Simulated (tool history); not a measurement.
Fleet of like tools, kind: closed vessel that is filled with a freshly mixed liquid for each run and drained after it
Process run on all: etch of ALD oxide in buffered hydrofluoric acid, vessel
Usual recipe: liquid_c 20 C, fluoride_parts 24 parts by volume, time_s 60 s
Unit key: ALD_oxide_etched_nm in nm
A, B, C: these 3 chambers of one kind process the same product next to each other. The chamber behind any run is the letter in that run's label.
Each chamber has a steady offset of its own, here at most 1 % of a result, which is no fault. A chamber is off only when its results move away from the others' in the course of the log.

| run | hour | liquid_c | fluoride_parts | time_s | hours since the thermometer was replaced | hours since the hydrofluoric acid flow meter was replaced | read-back film thickness of the ALD oxide reference wafer, read on the same gauge (nm) | ALD_oxide_etched_nm |
|---|---|---|---|---|---|---|---|---|
| 1B | 3.4 | 20 | 24 | 60 | 2289.6 | 728.2 | 59.984 | 45.425 |
| 2C | 6.9 | 20 | 24 | 60 | 633.6 | 1203.7 | 59.99 | 45.151 |
| 3A | 10.1 | 20 | 24 | 60 | 162.8 | 60.9 | 59.992 | 46.211 |
| 4A | 15.6 | 20 | 24 | 60 | 168.3 | 66.4 | 59.995 | 44.981 |
| 5C | 19.3 | 20 | 24 | 60 | 646 | 1216.1 | 59.992 | 45.395 |
| 6B | 24.2 | 20 | 24 | 60 | 2310.4 | 749 | 60.03 | 45.968 |
| 7B | 27.9 | 23.5 | 24 | 60 | 2314.1 | 752.7 | 59.97 | 54.967 |
| 8C | 33.3 | 23.5 | 24 | 60 | 660 | 1230.1 | 59.996 | 55.161 |
| 9A | 38.8 | 23.5 | 24 | 60 | 191.5 | 89.6 | 59.973 | 54.888 |
| 10C | 42.9 | 20 | 24 | 60 | 669.6 | 1239.7 | 59.991 | 45.401 |
| 11B | 48.4 | 20 | 24 | 60 | 2334.6 | 773.2 | 59.997 | 44.278 |
| 12A | 52.5 | 20 | 24 | 60 | 205.2 | 103.3 | 60.004 | 45.302 |
| 13B | 55.3 | 20 | 24 | 60 | 2341.5 | 780.1 | 59.982 | 45.041 |
|  | 55.5 | chamber B: thermometer replaced |
| 14A | 60.2 | 20 | 24 | 60 | 212.9 | 111 | 60.036 | 45.462 |
| 15C | 64.3 | 20 | 24 | 60 | 691 | 1261.1 | 60.006 | 45.098 |
| 16C | 69.3 | 20 | 24 | 60 | 696 | 1266.1 | 59.987 | 44.547 |
| 17A | 72.8 | 20 | 24 | 60 | 225.5 | 123.6 | 60.001 | 44.819 |
| 18B | 77.6 | 20 | 24 | 95 | 22.1 | 802.4 | 59.985 | 69.983 |
| 19C | 82.6 | 20 | 24 | 95 | 709.3 | 1279.4 | 59.999 | 71.859 |
| 20A | 87.9 | 20 | 24 | 95 | 240.6 | 138.7 | 59.988 | 72.084 |
| 21B | 91.4 | 20 | 24 | 60 | 35.9 | 816.2 | 59.991 | 44.295 |
| 22C | 94.6 | 20 | 24 | 60 | 721.3 | 1291.4 | 60.005 | 45.064 |
| 23B | 99.9 | 20 | 24 | 60 | 44.4 | 824.7 | 59.999 | 43.744 |
| 24A | 103.5 | 20 | 24 | 60 | 256.2 | 154.3 | 59.998 | 45.652 |
| 25A | 107.8 | 20 | 24 | 60 | 260.5 | 158.6 | 60.023 | 45.299 |
| 26B | 111.6 | 20 | 30 | 60 | 56.1 | 836.4 | 60.014 | 36.707 |

Read the log: is a single chamber off, either drifting away or since a service, is the gauge that measures every chamber drifting, or is nothing wrong beyond small per-chamber offsets? Name any odd chamber and what most likely caused it.

It is chamber B that slowly wanders off from its peers.
Most likely cause: hydrofluoric acid flow below the setpoint (%) = 5.77.

Chamber B could run next with any of the 4 candidate recipes listed below; each alters the usual settings, and their results appear as question marks. Which one brings its results back in line with what the other chambers deliver on the usual settings?
In-line tolerance around the mean of the other chambers on the usual settings: ALD_oxide_etched_nm 1.1 nm
| 27B-1 | 115.6 | 20 | 25.5 | 60 |  |  |  | ? |
| 27B-2 | 115.6 | 18.5 | 24 | 60 |  |  |  | ? |
| 27B-3 | 115.6 | 21.5 | 24 | 60 |  |  |  | ? |
| 27B-4 | 115.6 | 20.5 | 23.5 | 60 |  |  |  | ? |

Mean of the other chambers on the usual settings: ALD_oxide_etched_nm 45.387 nm
| run | ALD_oxide_etched_nm |
|---|---|
| 27B-1 | 41.777 |
| 27B-2 | 40.116 |
| 27B-3 | 47.36 |
| 27B-4 | 45.501 |
The right change is 27B-4: it brings the chamber back within the allowed miss of the others.
